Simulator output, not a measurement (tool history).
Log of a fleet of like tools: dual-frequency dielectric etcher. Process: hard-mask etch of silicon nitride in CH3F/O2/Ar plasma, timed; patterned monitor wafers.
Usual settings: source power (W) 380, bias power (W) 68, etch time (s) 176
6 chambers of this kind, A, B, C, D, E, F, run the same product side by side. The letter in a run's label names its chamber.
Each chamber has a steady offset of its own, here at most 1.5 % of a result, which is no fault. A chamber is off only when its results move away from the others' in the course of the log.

run     day  source power (W)  bias power (W)  etch time (s)  hours since the last wet clean  hours since the last source power generator calibration  hours since the last bias power generator calibration  read-back reference wafer on the same gauge, depth_nm  mean etch depth across the wafer (Å)
      0.075  -- chamber D: wet clean of the chamber
      0.333  -- chamber C: wet clean of the chamber
 1E   0.358               380              68            176                            93.7                                                   2080.7                                                 1546.3                                                 102.01                                  1193
 2C   0.896               380              68            176                            13.5                                                   2618.6                                                  676.7                                                    102                                1185.3
 3D   1.354               380              68            176                            30.7                                                    170.7                                                    261                                                 102.04                                1190.1
 4A   1.958               380              68            176                             545                                                    693.8                                                  565.1                                                 102.06                                1170.6
 5F   2.262               380              68            176                           119.4                                                   1645.5                                                 2188.8                                                 102.06                                  1193
 6B   2.712               380              68            176                           477.4                                                    697.8                                                 3920.6                                                 102.08                                1182.1
 7E   3.108               380              68            176                           159.7                                                   2146.7                                                 1612.3                                                 102.08                                1192.6
 8D   3.671               380              68            176                            86.3                                                    226.3                                                  316.6                                                 102.16                                1186.4
 9F   4.012               380              68            176                           161.4                                                   1687.5                                                 2230.8                                                 102.13                                1189.8
      4.017  -- chamber C: source power generator calibrated
10C   4.342               380              68            176                            96.2                                                      7.9                                                  759.4                                                 102.11                                1185.7
       4.75  -- chamber B: wet clean of the chamber
11B   4.892               440              80            176                             3.4                                                    750.1                                                 3972.9                                                 102.12                                  1328
12A    5.35               440              80            176                           626.4                                                    775.2                                                  646.5                                                 102.14                                1311.2
13D   5.833               440              80            176                           138.2                                                    278.2                                                  368.5                                                 102.17                                1330.4
14E   6.308               440              80            176                           236.5                                                   2223.5                                                 1689.1                                                 102.22                                1337.7
      6.333  -- chamber A: wet clean of the chamber
15B   6.788               440              80            176                            48.9                                                    795.6                                                 4018.4                                                 102.17                                1325.7
16F   7.175               440              80            176                           237.3                                                   1763.4                                                 2306.7                                                 102.17                                1330.7
17C   7.446               380              68            176                           170.7                                                     82.4                                                  833.9                                                 102.22                                1188.8
18A   7.842               380              68            176                            36.2                                                      835                                                  706.3                                                 102.23                                1175.8
19B   8.267               380              68            176                            84.4                                                    831.1                                                 4053.9                                                 102.25                                1185.1
20A   8.583               380              68            176                              54                                                    852.8                                                  724.1                                                 102.21                                1171.5
21F   8.979               380              68            176                           280.6                                                   1806.7                                                   2350                                                 102.27                                  1192
22C   9.371               380              68            176                           216.9                                                    128.6                                                  880.1                                                 102.24                                1186.8
23D   9.888               380              68            176                           235.5                                                    375.5                                                  465.8                                                 102.26                                1192.4
24E  10.475               380              68            176                           336.5                                                   2323.5                                                 1789.1                                                 102.31                                1195.6
25C   10.95               380              68            176                           254.8                                                    166.5                                                    918                                                 102.31                                1190.1
26D  11.229               380              68            176                           267.7                                                    407.7                                                    498                                                 102.31                                1189.7
     11.658  -- chamber E: wet clean of the chamber
27A  11.788               380              68            176                           130.9                                                    929.7                                                    801                                                 102.35                                  1173
28F  12.375               380              68            176                           362.1                                                   1888.2                                                 2431.5                                                 102.38                                1190.9
29E  12.704               380              68            176                            25.2                                                     2377                                                 1842.6                                                 102.34                                1196.1
     12.875  -- chamber B: bias power generator calibrated
30B  13.112               380              68            176                           200.7                                                    947.4                                                    5.8                                                 102.36                                  1189
31B  13.571               380              68            176                           211.7                                                    958.4                                                   16.8                                                 102.38                                1186.9
32E  14.142               380              68            176                            59.7                                                   2411.5                                                 1877.1                                                 102.38                                1197.6
33F  14.562               380              74            176                           414.6                                                   1940.7                                                   2484                                                 102.42                                1230.5
34D  14.854               380              74            176                           354.7                                                    494.7                                                    585                                                 102.42                                1226.3
35A  15.188               380              74            176                           212.5                                                   1011.3                                                  882.6                                                 102.43                                1207.9
36C  15.458               380              74            176                             363                                                    274.7                                                 1026.2                                                 102.47                                1225.3
37B  15.938               380              74            176                           268.5                                                   1015.2                                                   73.6                                                 102.46                                1222.9
38F  16.338               380              74            176                           457.2                                                   1983.3                                                 2526.6                                                 102.46                                1229.1

Is one chamber off against the others, does the gauge drift, or is nothing wrong? If a chamber is off, say which, and what the likeliest cause is.

The gauge drifts, so all chambers seem to drift together. No chamber is off.
Cause: gauge reads high (%) = 0.473.
